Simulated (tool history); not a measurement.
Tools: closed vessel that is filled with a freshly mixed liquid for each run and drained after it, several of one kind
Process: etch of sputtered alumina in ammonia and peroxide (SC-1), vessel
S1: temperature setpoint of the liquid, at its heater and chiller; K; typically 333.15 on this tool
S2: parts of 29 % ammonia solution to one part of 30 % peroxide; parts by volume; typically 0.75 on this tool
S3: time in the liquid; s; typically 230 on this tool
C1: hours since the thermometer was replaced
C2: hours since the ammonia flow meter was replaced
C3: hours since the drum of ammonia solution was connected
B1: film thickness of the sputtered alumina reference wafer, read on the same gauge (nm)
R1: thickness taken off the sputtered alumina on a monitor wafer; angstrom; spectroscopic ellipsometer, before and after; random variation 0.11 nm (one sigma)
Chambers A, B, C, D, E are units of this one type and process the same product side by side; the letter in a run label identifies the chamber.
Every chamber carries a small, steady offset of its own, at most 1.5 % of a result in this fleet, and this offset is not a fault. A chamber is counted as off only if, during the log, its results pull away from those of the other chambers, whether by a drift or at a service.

Run 1D, day 0.142: usual settings; C1 937.8; C2 492.4; C3 243; B1 139.96. Result: R1 130.64 angstrom.
Run 2C, day 0.3: usual settings; C1 1734.6; C2 380.9; C3 463.5; B1 139.99. Result: R1 130.14 angstrom.
Run 3B, day 0.55: usual settings; C1 440.5; C2 1132.9; C3 546.7; B1 139.99. Result: R1 128.63 angstrom.
Run 4A, day 0.688: usual settings; C1 895.8; C2 755.3; C3 232.4; B1 139.98. Result: R1 128.12 angstrom.
Run 5E, day 0.975: usual settings; C1 133.5; C2 906; C3 415.2; B1 140.01. Result: R1 130.3 angstrom.
Run 6D, day 1.238: usual settings; C1 964.1; C2 518.7; C3 269.3; B1 139.96. Result: R1 129.27 angstrom.
Run 7C, day 1.533: usual settings; C1 1764.2; C2 410.5; C3 493.1; B1 139.96. Result: R1 128.32 angstrom.
Run 8A, day 1.754: usual settings; C1 921.4; C2 780.9; C3 258; B1 139.99. Result: R1 129.61 angstrom.
Run 9B, day 2.05: usual settings but S2 0.95 parts by volume, S3 320 s; C1 476.5; C2 1168.9; C3 582.7; B1 139.96. Result: R1 186.59 angstrom.
Run 10E, day 2.233: usual settings but S2 0.95 parts by volume, S3 320 s; C1 163.7; C2 936.2; C3 445.4; B1 139.99. Result: R1 181.58 angstrom.
Run 11A, day 2.467: usual settings but S2 0.95 parts by volume, S3 320 s; C1 938.5; C2 798; C3 275.1; B1 140.01. Result: R1 186 angstrom.
Run 12D, day 2.642: usual settings but S2 0.95 parts by volume, S3 320 s; C1 997.8; C2 552.4; C3 303; B1 139.96. Result: R1 183.65 angstrom.
Run 13C, day 2.942: usual settings but S2 0.95 parts by volume, S3 320 s; C1 1798; C2 444.3; C3 526.9; B1 140. Result: R1 185.59 angstrom.
Run 14B, day 3.175: usual settings but S3 300 s; C1 503.5; C2 1195.9; C3 609.7; B1 139.97. Result: R1 167.76 angstrom.
Run 15E, day 3.429: usual settings but S3 300 s; C1 192.4; C2 964.9; C3 474.1; B1 139.98. Result: R1 169.68 angstrom.
At day 3.483: chamber A: ammonia flow meter replaced.
Run 16B, day 3.567: usual settings but S3 300 s; C1 512.9; C2 1205.3; C3 619.1; B1 139.98. Result: R1 166.4 angstrom.
Run 17E, day 3.821: usual settings but S3 300 s; C1 201.8; C2 974.3; C3 483.5; B1 139.95. Result: R1 167.06 angstrom.
Run 18A, day 4.125: usual settings but S3 300 s; C1 978.3; C2 15.4; C3 314.9; B1 140.02. Result: R1 173.67 angstrom.
Run 19C, day 4.254: usual settings but S2 0.55 parts by volume, S3 295 s; C1 1829.5; C2 475.8; C3 558.4; B1 140. Result: R1 162.88 angstrom.
Run 20D, day 4.429: usual settings but S2 0.55 parts by volume, S3 295 s; C1 1040.7; C2 595.3; C3 345.9; B1 139.98. Result: R1 162.04 angstrom.
At day 4.446: chamber E: ammonia flow meter replaced.
At day 4.483: chamber C: thermometer replaced.
Run 21E, day 4.733: usual settings but S2 0.55 parts by volume, S3 295 s; C1 223.7; C2 7; C3 505.4; B1 140.05. Result: R1 159.6 angstrom.
Run 22C, day 4.988: usual settings but S2 0.55 parts by volume, S3 295 s; C1 12.2; C2 493.4; C3 576; B1 139.98. Result: R1 160.64 angstrom.
Run 23B, day 5.171: usual settings but S2 0.55 parts by volume, S3 295 s; C1 551.4; C2 1243.8; C3 657.6; B1 139.98. Result: R1 160.01 angstrom.
Run 24A, day 5.325: usual settings; C1 1007.1; C2 44.2; C3 343.7; B1 139.98. Result: R1 138.36 angstrom.
Run 25D, day 5.612: usual settings; C1 1069.1; C2 623.7; C3 374.3; B1 139.98. Result: R1 130.89 angstrom.
Run 26A, day 5.829: usual settings but S1 328.65 K, S3 275 s; C1 1019.2; C2 56.3; C3 355.8; B1 140.02. Result: R1 132.86 angstrom.
Run 27B, day 6.008: usual settings but S1 328.65 K, S3 275 s; C1 571.5; C2 1263.9; C3 677.7; B1 140.01. Result: R1 125.02 angstrom.
Run 28E, day 6.175: usual settings but S1 328.65 K, S3 275 s; C1 258.3; C2 41.6; C3 540; B1 139.99. Result: R1 121.01 angstrom.
Run 29C, day 6.479: usual settings but S1 328.65 K, S3 275 s; C1 48; C2 529.2; C3 611.8; B1 140. Result: R1 123.22 angstrom.
Run 30D, day 6.654: usual settings but S1 328.65 K, S3 275 s; C1 1094.1; C2 648.7; C3 399.3; B1 139.96. Result: R1 122.89 angstrom.
Run 31C, day 6.821: usual settings; C1 56.2; C2 537.4; C3 620; B1 139.98. Result: R1 130.58 angstrom.

All chambers now run identical settings, listed one chamber a line with results as question marks. What results will each chamber show?
Run 32A, day 7.042: usual settings but S1 341.15 K. Result: R1 ?.
Run 32B, day 7.042: usual settings but S1 341.15 K. Result: R1 ?.
Run 32C, day 7.042: usual settings but S1 341.15 K. Result: R1 ?.
Run 32D, day 7.042: usual settings but S1 341.15 K. Result: R1 ?.
Run 32E, day 7.042: usual settings but S1 341.15 K. Result: R1 ?.

run      R1
32A  213.81
32B  193.57
32C  194.37
32D  195.49
32E  192.62

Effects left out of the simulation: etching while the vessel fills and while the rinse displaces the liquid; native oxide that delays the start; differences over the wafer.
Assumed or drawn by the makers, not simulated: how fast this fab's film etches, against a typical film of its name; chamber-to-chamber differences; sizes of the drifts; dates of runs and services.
